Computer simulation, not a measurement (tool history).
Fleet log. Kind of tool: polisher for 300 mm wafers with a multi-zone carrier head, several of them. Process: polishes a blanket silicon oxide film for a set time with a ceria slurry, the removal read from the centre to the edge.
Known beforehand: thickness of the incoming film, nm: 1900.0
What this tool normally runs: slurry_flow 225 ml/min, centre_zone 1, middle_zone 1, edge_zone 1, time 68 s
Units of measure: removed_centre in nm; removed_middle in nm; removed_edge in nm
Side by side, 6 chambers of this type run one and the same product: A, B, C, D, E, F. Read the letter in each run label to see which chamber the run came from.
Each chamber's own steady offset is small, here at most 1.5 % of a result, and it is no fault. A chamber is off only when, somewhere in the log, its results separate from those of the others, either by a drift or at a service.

Run 1B, day 0.388: usual settings. Result: removed_centre 171.46 nm, removed_middle 169.16 nm, removed_edge 166.69 nm.
Run 2A, day 0.733: usual settings. Result: removed_centre 164.92 nm, removed_middle 169.96 nm, removed_edge 172.12 nm.
At day 0.833: chamber C: worn pad replaced by a new one.
Run 3D, day 0.996: usual settings. Result: removed_centre 169.79 nm, removed_middle 171.74 nm, removed_edge 169.64 nm.
Run 4E, day 1.221: usual settings. Result: removed_centre 170.25 nm, removed_middle 168.37 nm, removed_edge 166.54 nm.
Run 5F, day 1.604: usual settings. Result: removed_centre 171.44 nm, removed_middle 172.91 nm, removed_edge 171.07 nm.
Run 6C, day 1.829: usual settings. Result: removed_centre 165.71 nm, removed_middle 168.19 nm, removed_edge 167.84 nm.
Run 7A, day 2.183: usual settings. Result: removed_centre 164.91 nm, removed_middle 169.6 nm, removed_edge 166.94 nm.
At day 2.379: chamber C: edge zone pressure recalibrated.
Run 8E, day 2.579: usual settings. Result: removed_centre 171.6 nm, removed_middle 167.06 nm, removed_edge 164.73 nm.
Run 9F, day 2.808: usual settings but slurry_flow 265 ml/min, middle_zone 0.91. Result: removed_centre 175.03 nm, removed_middle 159.72 nm, removed_edge 172.27 nm.
Run 10D, day 3.083: usual settings but slurry_flow 265 ml/min, middle_zone 0.91. Result: removed_centre 169.5 nm, removed_middle 156.56 nm, removed_edge 169.14 nm.
Run 11C, day 3.329: usual settings but slurry_flow 265 ml/min, middle_zone 0.91. Result: removed_centre 172.6 nm, removed_middle 157.37 nm, removed_edge 172.23 nm.
At day 3.342: chamber E: worn pad replaced by a new one.
Run 12B, day 3.654: usual settings but slurry_flow 265 ml/min, middle_zone 0.91. Result: removed_centre 174.4 nm, removed_middle 158.99 nm, removed_edge 173.69 nm.
At day 3.667: chamber B: worn pad replaced by a new one.
At day 3.854: chamber A: centre zone pressure recalibrated.
Run 13F, day 3.892: usual settings but slurry_flow 265 ml/min, middle_zone 0.91. Result: removed_centre 170.13 nm, removed_middle 158.64 nm, removed_edge 167.89 nm.
Run 14C, day 4.092: usual settings but slurry_flow 265 ml/min, middle_zone 0.91. Result: removed_centre 171.38 nm, removed_middle 158.12 nm, removed_edge 173.79 nm.
Run 15A, day 4.333: usual settings. Result: removed_centre 164.79 nm, removed_middle 169.76 nm, removed_edge 169.44 nm.
Run 16E, day 4.638: usual settings but slurry_flow 285 ml/min. Result: removed_centre 173.25 nm, removed_middle 174 nm, removed_edge 172.41 nm.
At day 4.796: chamber A: worn pad replaced by a new one.
Run 17B, day 4.85: usual settings but slurry_flow 285 ml/min. Result: removed_centre 174.18 nm, removed_middle 175.77 nm, removed_edge 168.07 nm.
Run 18D, day 5.054: usual settings but slurry_flow 285 ml/min. Result: removed_centre 168.66 nm, removed_middle 174.59 nm, removed_edge 167.69 nm.
At day 5.067: chamber C: slurry nozzle cleaned.
Run 19D, day 5.346: usual settings but slurry_flow 285 ml/min. Result: removed_centre 175.4 nm, removed_middle 174.9 nm, removed_edge 172.94 nm.
Run 20E, day 5.554: usual settings but slurry_flow 285 ml/min. Result: removed_centre 174.25 nm, removed_middle 172.8 nm, removed_edge 174.5 nm.
At day 5.7: chamber D: slurry nozzle cleaned.
Run 21F, day 5.925: usual settings but slurry_flow 285 ml/min. Result: removed_centre 167.94 nm, removed_middle 169.31 nm, removed_edge 164.07 nm.
Run 22C, day 6.108: usual settings. Result: removed_centre 168.43 nm, removed_middle 167.55 nm, removed_edge 167.9 nm.
Run 23A, day 6.492: usual settings. Result: removed_centre 166.39 nm, removed_middle 169.91 nm, removed_edge 168.83 nm.
At day 6.517: chamber D: worn pad replaced by a new one.
Run 24B, day 6.738: usual settings. Result: removed_centre 170.1 nm, removed_middle 169.37 nm, removed_edge 165.72 nm.
At day 6.783: chamber A: slurry nozzle cleaned.
Run 25C, day 7.075: usual settings. Result: removed_centre 168.24 nm, removed_middle 168.22 nm, removed_edge 172.69 nm.
Run 26F, day 7.262: usual settings. Result: removed_centre 162.12 nm, removed_middle 159.14 nm, removed_edge 158.29 nm.
At day 7.454: chamber A: edge zone pressure recalibrated.
At day 7.55: chamber C: centre zone pressure recalibrated.
Run 27D, day 7.583: usual settings. Result: removed_centre 171.32 nm, removed_middle 170.01 nm, removed_edge 168.98 nm.
Run 28B, day 7.788: usual settings but middle_zone 1.07. Result: removed_centre 169.12 nm, removed_middle 178.72 nm, removed_edge 165.52 nm.
At day 7.892: chamber C: worn pad replaced by a new one.
Run 29E, day 8.183: usual settings but middle_zone 1.07. Result: removed_centre 167.72 nm, removed_middle 177.58 nm, removed_edge 164.26 nm.
At day 8.225: chamber E: worn pad replaced by a new one.
Run 30A, day 8.421: usual settings but middle_zone 1.07. Result: removed_centre 166.26 nm, removed_middle 179.96 nm, removed_edge 169.86 nm.
Run 31F, day 8.638: usual settings but middle_zone 1.07. Result: removed_centre 155.23 nm, removed_middle 166.56 nm, removed_edge 156.53 nm.
At day 8.933: chamber B: worn pad replaced by a new one.
Run 32A, day 9.054: usual settings but middle_zone 1.07. Result: removed_centre 165.17 nm, removed_middle 179.87 nm, removed_edge 170.55 nm.
Run 33D, day 9.262: usual settings but middle_zone 1.07. Result: removed_centre 166.62 nm, removed_middle 179.95 nm, removed_edge 166.63 nm.
Run 34C, day 9.662: usual settings. Result: removed_centre 166.01 nm, removed_middle 169.09 nm, removed_edge 169.7 nm.
Run 35E, day 9.988: usual settings. Result: removed_centre 172.11 nm, removed_middle 169.94 nm, removed_edge 165.28 nm.
Run 36B, day 10.379: usual settings. Result: removed_centre 170.8 nm, removed_middle 171.13 nm, removed_edge 168.5 nm.

Does one chamber stand apart from the rest, does the shared gauge drift, or is all well apart from small per-chamber offsets? Give the chamber and the most likely cause, where there is one.

It is chamber F that slowly wanders off from its peers.
Likeliest cause: removal rate lost through wear of the pad, % = 12.

Below are 4 candidate recipes for chamber F's next run, each the usual settings with a change, their results shown as question marks. Which of them brings F's results back in line with what the other chambers give on the usual settings?
In line here means within this much of the mean the other chambers give on the usual settings: removed_centre 6.1 nm; removed_middle 4 nm; removed_edge 6.5 nm
Run 37F-1, day 10.683: usual settings but centre_zone 1.01, edge_zone 0.99, time 60 s. Result: removed_centre ?, removed_middle ?, removed_edge ?.
Run 37F-2, day 10.683: usual settings but centre_zone 0.99, edge_zone 1.01, time 76 s. Result: removed_centre ?, removed_middle ?, removed_edge ?.
Run 37F-3, day 10.683: usual settings but centre_zone 1.02, edge_zone 0.98, time 56 s. Result: removed_centre ?, removed_middle ?, removed_edge ?.
Run 37F-4, day 10.683: usual settings but slurry_flow 230 ml/min, centre_zone 0.98, edge_zone 1.02, time 82 s. Result: removed_centre ?, removed_middle ?, removed_edge ?.

Other chambers, usual settings, mean: removed_centre 168.43 nm; removed_middle 169.3 nm; removed_edge 168.21 nm
  run  removed_centre  removed_middle  removed_edge
37F-1          134.91          133.28        129.66
37F-2          167.19          168.83        165.99
37F-3          127.28          124.39        120.36
37F-4          178.94          182.68        180.42
With 37F-2, the chamber falls back in line with the rest.
